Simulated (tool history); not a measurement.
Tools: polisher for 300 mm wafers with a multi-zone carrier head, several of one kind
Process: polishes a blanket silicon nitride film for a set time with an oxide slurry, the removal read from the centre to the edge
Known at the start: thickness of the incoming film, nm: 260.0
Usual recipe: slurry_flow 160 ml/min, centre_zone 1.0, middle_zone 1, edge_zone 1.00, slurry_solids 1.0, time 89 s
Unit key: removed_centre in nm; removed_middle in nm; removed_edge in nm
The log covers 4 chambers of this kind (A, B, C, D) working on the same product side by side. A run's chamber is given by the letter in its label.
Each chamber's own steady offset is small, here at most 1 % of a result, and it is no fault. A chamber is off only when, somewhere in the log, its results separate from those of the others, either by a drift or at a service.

run,day,slurry_flow,centre_zone,middle_zone,edge_zone,slurry_solids,time,wafers polished on this pad,hours since the slurry nozzle was cleaned,hours since the centre zone pressure was calibrated,hours since the edge zone pressure was calibrated,removed_centre,removed_middle,removed_edge
1C,0.262,160,1.0,1,1.00,1.0,89,507,532.1,841.9,206.1,70.478,67.594,68.412
2D,0.667,160,1.0,1,1.00,1.0,89,555,137.1,812.5,285.6,67.727,67.334,66.919
3A,0.979,160,1.0,1,1.00,1.0,89,557,429.4,79.4,956.4,67.431,68.169,69.150
# day 1.038: chamber D: worn pad replaced by a new one
4B,1.404,160,1.0,1,1.00,1.0,89,680,287.9,188.5,689.7,70.052,67.380,68.303
5A,1.717,160,1.0,1,1.00,1.0,89,649,447.1,97.1,974.1,69.033,68.438,69.020
6D,1.921,160,1.0,1,1.00,0.9,89,111,167.2,842.6,315.7,64.513,64.547,64.883
7B,2.317,160,1.0,1,1.00,0.9,89,795,309.8,210.4,711.6,65.178,64.543,63.803
8C,2.592,160,1.0,1,1.00,0.9,89,799,588.0,897.8,262.0,64.885,64.692,64.660
# day 2.925: chamber A: worn pad replaced by a new one
9B,3.042,160,1.0,1,1.00,0.9,89,886,327.2,227.8,729.0,64.082,64.221,64.781
10C,3.300,160,1.0,1,1.00,1.0,89,888,605.0,914.8,279.0,67.893,68.196,68.681
# day 3.500: chamber D: slurry nozzle cleaned
11A,3.600,160,0.9,1,1.09,1.0,89,84,492.3,142.3,1019.3,61.036,69.196,72.630
12D,3.983,160,0.9,1,1.09,1.0,89,370,11.7,892.1,365.2,60.467,66.893,70.825
13D,4.212,160,0.9,1,1.09,1.0,89,399,17.2,897.6,370.7,62.166,67.549,71.120
# day 4.342: chamber B: worn pad replaced by a new one
# day 4.504: chamber C: centre zone pressure recalibrated
14C,4.592,160,0.9,1,1.09,1.0,89,1051,636.0,2.2,310.0,59.658,67.175,72.368
15B,4.796,160,1.0,1,1.00,1.0,89,57,369.3,269.9,771.1,65.961,67.379,67.141
16A,5.217,160,1.0,1,1.00,1.0,89,288,531.1,181.1,1058.1,68.405,67.552,69.359
# day 5.275: chamber C: worn pad replaced by a new one
17C,5.521,160,1.0,1,1.00,1.0,89,31,658.3,24.5,332.3,68.708,67.095,69.075
18A,5.900,160,1.0,1,1.00,1.0,89,373,547.5,197.5,1074.5,68.729,68.284,68.229
19D,6.229,160,1.0,1,1.00,1.0,89,652,65.6,946.0,419.1,68.521,67.745,67.117
20B,6.625,160,1.0,1,1.00,1.0,89,287,413.2,313.8,815.0,65.524,67.895,67.319
# day 6.958: chamber D: worn pad replaced by a new one
# day 6.971: chamber A: edge zone pressure recalibrated
21C,7.062,160,1.0,1,1.00,1.0,89,225,695.3,61.5,369.3,68.359,67.968,68.345
# day 7.283: chamber C: slurry nozzle cleaned
22D,7.300,160,1.0,1,1.00,1.0,89,43,91.3,971.7,444.8,69.907,68.625,68.078
23A,7.562,160,1.0,1,1.00,1.0,89,582,587.4,237.4,14.3,69.239,68.470,68.331
24B,7.862,160,1.0,1,1.00,1.0,89,442,442.9,343.5,844.7,66.301,67.742,68.082
25B,8.067,160,1.0,1,1.00,1.0,89,468,447.8,348.4,849.6,63.773,67.965,67.821
26D,8.321,160,1.0,1,1.00,1.0,89,171,115.8,996.2,469.3,68.765,67.940,67.724
# day 8.392: chamber A: slurry nozzle cleaned
27C,8.542,160,1.0,1,1.00,1.0,89,410,30.3,97.0,404.8,68.684,68.501,67.193
28A,8.942,160,1.0,1,1.00,1.0,89,756,13.2,270.5,47.4,67.492,68.677,69.263
29C,9.292,160,1.0,1,1.00,1.0,89,505,48.3,115.0,422.8,66.442,66.829,68.539
# day 9.421: chamber A: worn pad replaced by a new one
30B,9.596,160,1.0,1,1.00,1.0,89,660,484.5,385.1,886.3,63.920,67.734,67.699
31A,9.988,210,1.0,1,1.00,1.0,89,71,38.3,295.6,72.5,73.891,71.461,70.590
32D,10.283,210,1.0,1,1.00,1.0,89,418,162.9,1043.3,516.4,71.719,70.066,69.634
33D,10.521,210,1.0,1,1.00,1.0,89,448,168.6,1049.0,522.1,69.749,70.208,69.902
34B,10.946,210,1.0,1,1.00,1.0,89,830,516.9,417.5,918.7,66.047,71.282,70.394

Has any chamber moved away from the others, gradually or after a service, or does the common gauge drift, or do the chambers differ only by their own small steady offsets? State the chamber and the most likely cause if one applies.

One chamber, B, drifts off from the rest bit by bit.
What lies behind it: centre zone's pressure below its setpoint, % = 6.99.

Chamber B could run next with any of the 4 candidate recipes listed below; each alters the usual settings, and their results appear as question marks. Which one brings its results back in line with what the other chambers deliver on the usual settings?
In line means no further than this from the other chambers' mean on the usual settings: removed_centre 3.400 nm; removed_middle 1.700 nm; removed_edge 1.900 nm
35B-1,11.271,150,0.88,1.03,1.04,1.0,87,,,,,?,?,?
35B-2,11.271,165,1.06,0.98,0.98,1.0,90,,,,,?,?,?
35B-3,11.271,170,1.12,0.97,0.96,1.0,91,,,,,?,?,?
35B-4,11.271,155,0.94,1.02,1.02,1.0,88,,,,,?,?,?

The other chambers' mean on the usual settings: removed_centre 68.182 nm; removed_middle 67.949 nm; removed_edge 68.234 nm
run,removed_centre,removed_middle,removed_edge
35B-1,52.239,67.336,66.725
35B-2,67.772,67.751,67.791
35B-3,73.217,68.216,68.078
35B-4,57.286,67.926,67.106
It is 35B-2 that realigns the chamber with its peers.

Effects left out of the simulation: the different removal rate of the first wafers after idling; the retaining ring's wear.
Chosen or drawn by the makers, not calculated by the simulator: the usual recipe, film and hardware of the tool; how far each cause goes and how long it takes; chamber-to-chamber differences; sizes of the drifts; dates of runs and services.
